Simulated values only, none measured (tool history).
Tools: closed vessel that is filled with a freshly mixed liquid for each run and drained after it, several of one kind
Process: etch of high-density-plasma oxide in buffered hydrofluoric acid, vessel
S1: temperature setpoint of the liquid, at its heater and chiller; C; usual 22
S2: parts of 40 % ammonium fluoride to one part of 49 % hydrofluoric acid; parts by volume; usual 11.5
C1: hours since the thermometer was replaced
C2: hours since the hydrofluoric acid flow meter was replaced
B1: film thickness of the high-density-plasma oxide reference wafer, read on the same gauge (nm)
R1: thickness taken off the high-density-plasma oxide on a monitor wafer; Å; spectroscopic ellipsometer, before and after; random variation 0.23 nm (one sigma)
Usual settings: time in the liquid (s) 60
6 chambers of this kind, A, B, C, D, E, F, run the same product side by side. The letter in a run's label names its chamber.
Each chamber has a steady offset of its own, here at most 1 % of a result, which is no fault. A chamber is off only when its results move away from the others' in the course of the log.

run 1F hour=6.6 | S1=22 S2=11.5 time_in_the_liquid_(s)=60 | C1=1917 C2=1023.9 | B1=89.986 | R1=587.86
run 2D hour=12.7 | S1=22 S2=11.5 time_in_the_liquid_(s)=60 | C1=1815.5 C2=200.6 | B1=90.016 | R1=586.42
run 3C hour=18.9 | S1=22 S2=11.5 time_in_the_liquid_(s)=60 | C1=698.7 C2=55.9 | B1=90.006 | R1=585.72
run 4B hour=23.5 | S1=22 S2=11.5 time_in_the_liquid_(s)=60 | C1=554.3 C2=1085.2 | B1=90.004 | R1=585.12
run 5E hour=32.3 | S1=22 S2=11.5 time_in_the_liquid_(s)=60 | C1=2884.8 C2=53.4 | B1=90.006 | R1=587.82
run 6A hour=38.3 | S1=22 S2=11.5 time_in_the_liquid_(s)=60 | C1=1373.1 C2=156.6 | B1=89.991 | R1=581.48
run 7E hour=43.8 | S1=22 S2=11.5 time_in_the_liquid_(s)=60 | C1=2896.3 C2=64.9 | B1=90.06 | R1=589.35
run 8F hour=49.6 | S1=22 S2=11.5 time_in_the_liquid_(s)=60 | C1=1960 C2=1066.9 | B1=90.006 | R1=583.4
run 9C hour=54.3 | S1=22 S2=11.5 time_in_the_liquid_(s)=60 | C1=734.1 C2=91.3 | B1=89.999 | R1=586.25
-- hour=55.4 chamber E: thermometer replaced
run 10B hour=58.5 | S1=22 S2=11.5 time_in_the_liquid_(s)=60 | C1=589.3 C2=1120.2 | B1=89.995 | R1=586.1
run 11A hour=64.9 | S1=22 S2=11.5 time_in_the_liquid_(s)=60 | C1=1399.7 C2=183.2 | B1=90.014 | R1=581.16
run 12D hour=71.7 | S1=22 S2=11.5 time_in_the_liquid_(s)=30 | C1=1874.5 C2=259.6 | B1=90.044 | R1=294.06
run 13D hour=76.2 | S1=22 S2=11.5 time_in_the_liquid_(s)=30 | C1=1879 C2=264.1 | B1=89.982 | R1=294.64
run 14F hour=82.4 | S1=22 S2=11.5 time_in_the_liquid_(s)=30 | C1=1992.8 C2=1099.7 | B1=90 | R1=292.97
run 15E hour=86.8 | S1=22 S2=11.5 time_in_the_liquid_(s)=30 | C1=31.5 C2=107.9 | B1=90.048 | R1=290.6
run 16B hour=91.2 | S1=22 S2=11.5 time_in_the_liquid_(s)=30 | C1=622 C2=1152.9 | B1=89.968 | R1=292.81
run 17C hour=96.6 | S1=22 S2=11.5 time_in_the_liquid_(s)=30 | C1=776.4 C2=133.6 | B1=90.009 | R1=293.45
run 18A hour=103.5 | S1=22 S2=11.5 time_in_the_liquid_(s)=60 | C1=1438.3 C2=221.8 | B1=90.02 | R1=581.14
run 19D hour=107.4 | S1=22 S2=11.5 time_in_the_liquid_(s)=60 | C1=1910.2 C2=295.3 | B1=89.965 | R1=591.11
run 20A hour=114.2 | S1=22 S2=11.5 time_in_the_liquid_(s)=60 | C1=1449 C2=232.5 | B1=89.986 | R1=581.22
run 21B hour=122.1 | S1=22 S2=9 time_in_the_liquid_(s)=60 | C1=652.9 C2=1183.8 | B1=90.072 | R1=721.44
run 22E hour=130.6 | S1=22 S2=9 time_in_the_liquid_(s)=60 | C1=75.3 C2=151.7 | B1=90.038 | R1=717.5
run 23F hour=135.7 | S1=22 S2=9 time_in_the_liquid_(s)=60 | C1=2046.1 C2=1153 | B1=90.022 | R1=722.04
run 24C hour=143.9 | S1=22 S2=9 time_in_the_liquid_(s)=60 | C1=823.7 C2=180.9 | B1=90.002 | R1=720.39
run 25F hour=148.6 | S1=22 S2=9 time_in_the_liquid_(s)=60 | C1=2059 C2=1165.9 | B1=89.984 | R1=717.62
run 26A hour=156.1 | S1=22 S2=9 time_in_the_liquid_(s)=60 | C1=1490.9 C2=274.4 | B1=89.994 | R1=713.02
run 27B hour=165 | S1=22 S2=11.5 time_in_the_liquid_(s)=60 | C1=695.8 C2=1226.7 | B1=89.994 | R1=576.91
run 28E hour=169 | S1=22 S2=11.5 time_in_the_liquid_(s)=60 | C1=113.7 C2=190.1 | B1=89.963 | R1=585.2
run 29C hour=175.4 | S1=22 S2=11.5 time_in_the_liquid_(s)=60 | C1=855.2 C2=212.4 | B1=90.009 | R1=580.59
run 30D hour=180 | S1=22 S2=11.5 time_in_the_liquid_(s)=60 | C1=1982.8 C2=367.9 | B1=90.018 | R1=584.36
run 31E hour=184 | S1=26 S2=11.5 time_in_the_liquid_(s)=35 | C1=128.7 C2=205.1 | B1=90.008 | R1=427.88
run 32F hour=191.2 | S1=26 S2=11.5 time_in_the_liquid_(s)=35 | C1=2101.6 C2=1208.5 | B1=90.037 | R1=422.92
run 33A hour=200 | S1=26 S2=11.5 time_in_the_liquid_(s)=35 | C1=1534.8 C2=318.3 | B1=90.037 | R1=417.87
run 34C hour=206.5 | S1=26 S2=11.5 time_in_the_liquid_(s)=35 | C1=886.3 C2=243.5 | B1=89.986 | R1=422.05
run 35D hour=212 | S1=26 S2=11.5 time_in_the_liquid_(s)=35 | C1=2014.8 C2=399.9 | B1=90.001 | R1=428.59
run 36B hour=219.9 | S1=26 S2=11.5 time_in_the_liquid_(s)=35 | C1=750.7 C2=1281.6 | B1=89.959 | R1=418.19
run 37A hour=228.4 | S1=22 S2=11.5 time_in_the_liquid_(s)=60 | C1=1563.2 C2=346.7 | B1=89.95 | R1=583.71
run 38C hour=234.4 | S1=26 S2=11.5 time_in_the_liquid_(s)=45 | C1=914.2 C2=271.4 | B1=89.99 | R1=545.94
run 39D hour=241.6 | S1=26 S2=11.5 time_in_the_liquid_(s)=45 | C1=2044.4 C2=429.5 | B1=89.976 | R1=550.31
run 40E hour=246.7 | S1=26 S2=11.5 time_in_the_liquid_(s)=45 | C1=191.4 C2=267.8 | B1=89.982 | R1=547.73
run 41B hour=255.1 | S1=26 S2=11.5 time_in_the_liquid_(s)=45 | C1=785.9 C2=1316.8 | B1=89.979 | R1=533.21
run 42F hour=261.8 | S1=26 S2=11.5 time_in_the_liquid_(s)=45 | C1=2172.2 C2=1279.1 | B1=90.019 | R1=547.36
run 43C hour=268.1 | S1=26 S2=11.5 time_in_the_liquid_(s)=45 | C1=947.9 C2=305.1 | B1=90.006 | R1=545.58

All 6 chambers run these settings next. Forecast each chamber's results:
run 44A hour=274.5 | S1=22 S2=11.5 time_in_the_liquid_(s)=60 | R1=?
run 44B hour=274.5 | S1=22 S2=11.5 time_in_the_liquid_(s)=60 | R1=?
run 44C hour=274.5 | S1=22 S2=11.5 time_in_the_liquid_(s)=60 | R1=?
run 44D hour=274.5 | S1=22 S2=11.5 time_in_the_liquid_(s)=60 | R1=?
run 44E hour=274.5 | S1=22 S2=11.5 time_in_the_liquid_(s)=60 | R1=?
run 44F hour=274.5 | S1=22 S2=11.5 time_in_the_liquid_(s)=60 | R1=?

run=44A R1=580.79
run=44B R1=570.22
run=44C R1=583.37
run=44D R1=586.79
run=44E R1=584.67
run=44F R1=587.13

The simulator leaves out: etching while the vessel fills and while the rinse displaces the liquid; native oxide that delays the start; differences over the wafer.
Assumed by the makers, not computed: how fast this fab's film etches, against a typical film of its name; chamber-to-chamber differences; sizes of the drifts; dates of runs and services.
